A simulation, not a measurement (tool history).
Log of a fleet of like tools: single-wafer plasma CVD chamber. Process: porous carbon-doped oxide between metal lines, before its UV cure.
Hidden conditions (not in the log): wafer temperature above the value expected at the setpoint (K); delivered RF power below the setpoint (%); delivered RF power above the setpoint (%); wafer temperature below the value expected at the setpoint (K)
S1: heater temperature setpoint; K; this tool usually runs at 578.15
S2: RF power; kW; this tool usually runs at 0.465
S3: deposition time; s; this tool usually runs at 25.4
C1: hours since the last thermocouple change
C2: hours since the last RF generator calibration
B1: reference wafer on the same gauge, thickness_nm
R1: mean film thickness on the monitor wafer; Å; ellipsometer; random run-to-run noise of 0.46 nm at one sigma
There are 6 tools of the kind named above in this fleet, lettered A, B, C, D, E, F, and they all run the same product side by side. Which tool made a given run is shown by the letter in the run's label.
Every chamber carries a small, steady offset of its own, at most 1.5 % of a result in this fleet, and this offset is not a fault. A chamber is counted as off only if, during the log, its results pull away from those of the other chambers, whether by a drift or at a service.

Run 1C, day 0.329: usual settings; C1 651.4; C2 1314.9; B1 144.97. Result: R1 1265.7 Å.
Run 2A, day 0.838: usual settings; C1 1774.5; C2 674.0; B1 145.05. Result: R1 1290.3 Å.
Run 3D, day 1.375: usual settings; C1 476.1; C2 1313.1; B1 144.95. Result: R1 1262.4 Å.
Run 4F, day 1.750: usual settings; C1 193.3; C2 794.3; B1 144.98. Result: R1 1276.7 Å.
Run 5B, day 2.000: usual settings; C1 800.1; C2 1397.6; B1 144.92. Result: R1 1284.8 Å.
Run 6E, day 2.554: usual settings; C1 1237.7; C2 227.6; B1 145.07. Result: R1 1283.0 Å.
Run 7D, day 3.083: usual settings; C1 517.1; C2 1354.1; B1 144.99. Result: R1 1265.2 Å.
Run 8E, day 3.412: usual settings; C1 1258.3; C2 248.2; B1 144.94. Result: R1 1289.7 Å.
Run 9F, day 3.775: usual settings; C1 241.9; C2 842.9; B1 144.97. Result: R1 1271.0 Å.
Run 10B, day 4.121: usual settings; C1 851.0; C2 1448.5; B1 145.03. Result: R1 1281.7 Å.
Run 11A, day 4.367: usual settings; C1 1859.2; C2 758.7; B1 145.12. Result: R1 1287.9 Å.
Run 12C, day 4.638: usual settings; C1 754.8; C2 1418.3; B1 145.00. Result: R1 1265.3 Å.
Run 13C, day 4.979: usual settings; C1 763.0; C2 1426.5; B1 145.04. Result: R1 1261.3 Å.
At day 5.196: chamber F: RF generator calibrated.
Run 14E, day 5.283: usual settings; C1 1303.2; C2 293.1; B1 145.15. Result: R1 1288.2 Å.
Run 15D, day 5.571: usual settings; C1 576.8; C2 1413.8; B1 144.96. Result: R1 1265.0 Å.
Run 16F, day 5.892: usual settings but S2 0.545 kW, S3 29.5 s; C1 292.7; C2 16.7; B1 145.03. Result: R1 1640.2 Å.
Run 17A, day 6.425: usual settings but S2 0.545 kW, S3 29.5 s; C1 1908.6; C2 808.1; B1 145.05. Result: R1 1653.8 Å.
Run 18B, day 6.979: usual settings but S2 0.545 kW, S3 29.5 s; C1 919.6; C2 1517.1; B1 145.02. Result: R1 1665.1 Å.
Run 19F, day 7.500: usual settings but S2 0.545 kW, S3 29.5 s; C1 331.3; C2 55.3; B1 145.03. Result: R1 1638.7 Å.
Run 20C, day 7.842: usual settings but S2 0.545 kW, S3 29.5 s; C1 831.7; C2 1495.2; B1 144.91. Result: R1 1605.8 Å.
Run 21A, day 8.154: usual settings but S2 0.545 kW, S3 29.5 s; C1 1950.1; C2 849.6; B1 144.99. Result: R1 1662.5 Å.
At day 8.533: chamber A: thermocouple changed; heater temperature recalibrated.
Run 22E, day 8.658: usual settings; C1 1384.2; C2 374.1; B1 145.07. Result: R1 1283.5 Å.
Run 23D, day 9.033: usual settings; C1 659.9; C2 1496.9; B1 145.11. Result: R1 1264.9 Å.
Run 24B, day 9.421: usual settings but S1 584.15 K, S3 23.1 s; C1 978.2; C2 1575.7; B1 145.02. Result: R1 1132.4 Å.
Run 25E, day 9.888: usual settings but S1 584.15 K, S3 23.1 s; C1 1413.7; C2 403.6; B1 144.99. Result: R1 1136.8 Å.
Run 26F, day 10.225: usual settings but S1 584.15 K, S3 23.1 s; C1 396.7; C2 120.7; B1 145.07. Result: R1 1130.2 Å.
Run 27C, day 10.625: usual settings but S1 584.15 K, S3 23.1 s; C1 898.5; C2 1562.0; B1 144.92. Result: R1 1088.1 Å.
Run 28D, day 10.942: usual settings but S1 584.15 K, S3 23.1 s; C1 705.7; C2 1542.7; B1 144.96. Result: R1 1112.1 Å.
Run 29B, day 11.225: usual settings but S1 584.15 K, S3 23.1 s; C1 1021.5; C2 1619.0; B1 145.04. Result: R1 1131.0 Å.
Run 30A, day 11.467: usual settings but S1 590.15 K, S2 0.400 kW; C1 70.5; C2 929.1; B1 145.00. Result: R1 1073.0 Å.
Run 31D, day 11.717: usual settings but S1 590.15 K, S2 0.400 kW; C1 724.3; C2 1561.3; B1 145.02. Result: R1 1065.3 Å.
Run 32A, day 12.142: usual settings but S1 590.15 K, S2 0.400 kW; C1 86.7; C2 945.3; B1 145.06. Result: R1 1078.8 Å.
Run 33E, day 12.638: usual settings but S1 590.15 K, S2 0.400 kW; C1 1479.7; C2 469.6; B1 145.17. Result: R1 1074.9 Å.
Run 34C, day 13.162: usual settings but S1 590.15 K, S2 0.400 kW; C1 959.4; C2 1622.9; B1 145.05. Result: R1 1022.4 Å.
Run 35F, day 13.646: usual settings but S1 590.15 K, S2 0.400 kW; C1 478.8; C2 202.8; B1 144.93. Result: R1 1072.3 Å.
Run 36B, day 14.146: usual settings; C1 1091.6; C2 1689.1; B1 144.98. Result: R1 1277.2 Å.
Run 37D, day 14.558: usual settings; C1 792.5; C2 1629.5; B1 145.04. Result: R1 1271.1 Å.
Run 38F, day 14.967: usual settings; C1 510.5; C2 234.5; B1 145.04. Result: R1 1282.9 Å.
Run 39B, day 15.504: usual settings; C1 1124.2; C2 1721.7; B1 145.00. Result: R1 1283.9 Å.
Run 40C, day 15.829: usual settings; C1 1023.4; C2 1686.9; B1 144.97. Result: R1 1208.9 Å.
Run 41E, day 16.212: usual settings; C1 1565.5; C2 555.4; B1 145.09. Result: R1 1280.7 Å.

All chambers now run identical settings, listed one chamber a line with results as question marks. What results will each chamber show?
Run 42A, day 16.608: usual settings. Result: R1 ?.
Run 42B, day 16.608: usual settings. Result: R1 ?.
Run 42C, day 16.608: usual settings. Result: R1 ?.
Run 42D, day 16.608: usual settings. Result: R1 ?.
Run 42E, day 16.608: usual settings. Result: R1 ?.
Run 42F, day 16.608: usual settings. Result: R1 ?.

run      R1
42A  1279.4
42B  1280.6
42C  1217.5
42D  1262.9
42E  1286.8
42F  1276.3
